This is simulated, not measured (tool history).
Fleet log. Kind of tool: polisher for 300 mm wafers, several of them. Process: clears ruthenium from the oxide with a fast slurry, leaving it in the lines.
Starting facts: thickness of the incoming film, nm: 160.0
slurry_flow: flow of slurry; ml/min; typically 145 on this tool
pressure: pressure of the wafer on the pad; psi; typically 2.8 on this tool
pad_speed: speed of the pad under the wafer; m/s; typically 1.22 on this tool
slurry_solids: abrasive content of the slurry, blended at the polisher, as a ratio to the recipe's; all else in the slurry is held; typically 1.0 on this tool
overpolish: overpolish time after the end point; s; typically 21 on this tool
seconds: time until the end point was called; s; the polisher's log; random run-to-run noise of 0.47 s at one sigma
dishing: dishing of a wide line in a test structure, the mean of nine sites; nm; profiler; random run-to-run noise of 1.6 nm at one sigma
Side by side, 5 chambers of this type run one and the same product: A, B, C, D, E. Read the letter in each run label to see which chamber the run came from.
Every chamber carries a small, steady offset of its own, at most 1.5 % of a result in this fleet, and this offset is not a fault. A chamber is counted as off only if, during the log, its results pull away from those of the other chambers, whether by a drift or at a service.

run   hour  slurry_flow  pressure  pad_speed  slurry_solids  overpolish  wafers polished on this pad  hours since the slurry nozzle was cleaned  hours since the head pressure was calibrated  hours since the slurry blender was calibrated  seconds  dishing
 1C    2.2          145       2.8       1.22            1.0          21                          281                                      356.8                                         347.7                                          100.1   30.991   81.349
 2E    6.4          145       2.8       1.22            1.0          21                          132                                      525.3                                         297.8                                          143.8   31.096   84.287
 3B   11.1          145       2.8       1.22            1.0          21                          419                                      309.8                                         629.3                                          108.3   31.137   81.715
      11.3  -- chamber A: head pressure recalibrated
 4D   14.4          145       2.8       1.22            1.0          21                          841                                      395.5                                         373.1                                           89.7   30.763   84.527
 5A   18.1          145       2.8       1.22            1.0          21                          842                                       18.7                                           6.8                                          114.9   31.245   83.319
 6A   22.7          145       2.8       1.22            1.0          21                          879                                       23.3                                          11.4                                          119.5   31.058   80.355
      26.6  -- chamber C: worn pad replaced by a new one
 7D   26.6          145       2.8       1.22            1.0          21                          938                                      407.7                                         385.3                                          101.9   30.854   83.500
 8E   28.9          145       2.8       1.22            1.0          21                          311                                      547.8                                         320.3                                          166.3   30.237   83.039
 9C   33.4          145       2.8       1.22            1.0          21                           54                                      388.0                                         378.9                                          131.3   30.623   84.743
10B   38.2          145       2.8       1.22            1.0          21                          635                                      336.9                                         656.4                                          135.4   31.402   82.587
11B   41.0          145       2.8       1.22            1.0          21                          657                                      339.7                                         659.2                                          138.2   31.703   80.704
      42.3  -- chamber B: worn pad replaced by a new one
      43.2  -- chamber A: worn pad replaced by a new one
12C   44.0          165       2.8       0.88            1.0          21                          138                                      398.6                                         389.5                                          141.9   41.939   63.299
13A   47.5          165       2.8       0.88            1.0          21                           34                                       48.1                                          36.2                                          144.3   40.772   63.157
14D   49.9          165       2.8       0.88            1.0          21                         1123                                      431.0                                         408.6                                          125.2   41.880   63.229
15E   52.7          165       2.8       0.88            1.0          21                          501                                      571.6                                         344.1                                          190.1   41.826   63.553
16D   55.9          165       2.8       0.88            1.0          21                         1171                                      437.0                                         414.6                                          131.2   41.883   64.349
17E   58.9          145       2.8       1.22            1.0          21                          550                                      577.8                                         350.3                                          196.3   30.884   82.919
18C   61.3          145       2.8       1.22            1.0          21                          276                                      415.9                                         406.8                                          159.2   31.156   80.940
19A   63.9          145       2.8       0.90            0.8          21                          164                                       64.5                                          52.6                                          160.7   46.824   59.391
20B   66.2          145       2.8       0.90            0.8          21                          190                                      364.9                                         684.4                                          163.4   46.690   56.886
21E   70.2          145       2.8       0.90            0.8          21                          640                                      589.1                                         361.6                                          207.6   46.703   57.263
      71.4  -- chamber D: worn pad replaced by a new one
      73.3  -- chamber E: head pressure recalibrated
22D   75.0          145       2.8       0.90            0.8          21                           28                                      456.1                                         433.7                                          150.3   45.205   59.438
23C   79.0          145       2.8       0.90            0.8          21                          417                                      433.6                                         424.5                                          176.9   46.336   58.894
24A   83.7          190       2.8       1.22            1.0          13                          322                                       84.3                                          72.4                                          180.5   30.402   59.375
25B   86.7          190       2.8       1.22            1.0          13                          353                                      385.4                                         704.9                                          183.9   30.388   56.555
26A   90.3          190       2.8       1.22            1.0          13                          374                                       90.9                                          79.0                                          187.1   29.277   56.894
      91.1  -- chamber E: worn pad replaced by a new one
      92.2  -- chamber C: worn pad replaced by a new one
27C   94.0          190       2.8       1.22            1.0          13                           14                                      448.6                                         439.5                                          191.9   29.487   57.457
28B   97.2          190       2.8       1.22            1.0          13                          437                                      395.9                                         715.4                                          194.4   30.410   55.935
29E  102.1          145       2.8       1.22            1.0          21                           88                                      621.0                                          28.8                                          239.5   27.575   88.594
30D  104.4          185       2.8       1.22            1.0          21                          262                                      485.5                                         463.1                                          179.7   29.123   82.763
31A  107.5          185       2.8       1.22            1.0          21                          511                                      108.1                                          96.2                                          204.3   28.876   86.876
32E  110.8          185       2.8       1.22            1.0          21                          157                                      629.7                                          37.5                                          248.2   26.544   95.718
33B  114.5          185       2.8       1.22            1.0          21                          574                                      413.2                                         732.7                                          211.7   30.134   81.828
34C  117.5          185       2.8       1.22            1.0          21                          201                                      472.1                                         463.0                                          215.4   29.559   86.187
35D  120.3          145       2.8       0.94            1.0          28                          388                                      501.4                                         479.0                                          195.6   40.267   81.699
36C  123.9          145       2.8       0.94            1.0          28                          252                                      478.5                                         469.4                                          221.8   40.264   81.915
37E  126.6          145       2.8       0.94            1.0          28                          282                                      645.5                                          53.3                                          264.0   35.353   91.823
38A  129.5          145       2.8       0.94            1.0          28                          686                                      130.1                                         118.2                                          226.3   40.108   86.372
     132.1  -- chamber D: head pressure recalibrated
39D  132.1          145       2.8       0.94            1.0          28                          482                                      513.2                                           0.1                                          207.4   39.960   84.549
     134.2  -- chamber B: worn pad replaced by a new one
40B  135.5          145       2.8       1.22            1.0          21                           10                                      434.2                                         753.7                                          232.7   31.757   81.149
41D  138.5          195       2.8       1.04            1.0          21                          533                                      519.6                                           6.5                                          213.8   34.744   77.324
42B  142.4          195       2.8       1.04            1.0          21                           65                                      441.1                                         760.6                                          239.6   35.598   76.335
43C  147.3          195       2.8       1.04            1.0          21                          438                                      501.9                                         492.8                                          245.2   34.235   78.762

All chambers now run identical settings, listed one chamber a line with results as question marks. What results will each chamber show?
44A  150.8          145       2.8       1.22            1.0          21                                                                                                                                                                             ?        ?
44B  150.8          145       2.8       1.22            1.0          21                                                                                                                                                                             ?        ?
44C  150.8          145       2.8       1.22            1.0          21                                                                                                                                                                             ?        ?
44D  150.8          145       2.8       1.22            1.0          21                                                                                                                                                                             ?        ?
44E  150.8          145       2.8       1.22            1.0          21                                                                                                                                                                             ?        ?

run  seconds  dishing
44A   31.426   80.916
44B   31.306   83.535
44C   30.552   82.926
44D   30.406   84.179
44E   27.986   90.823
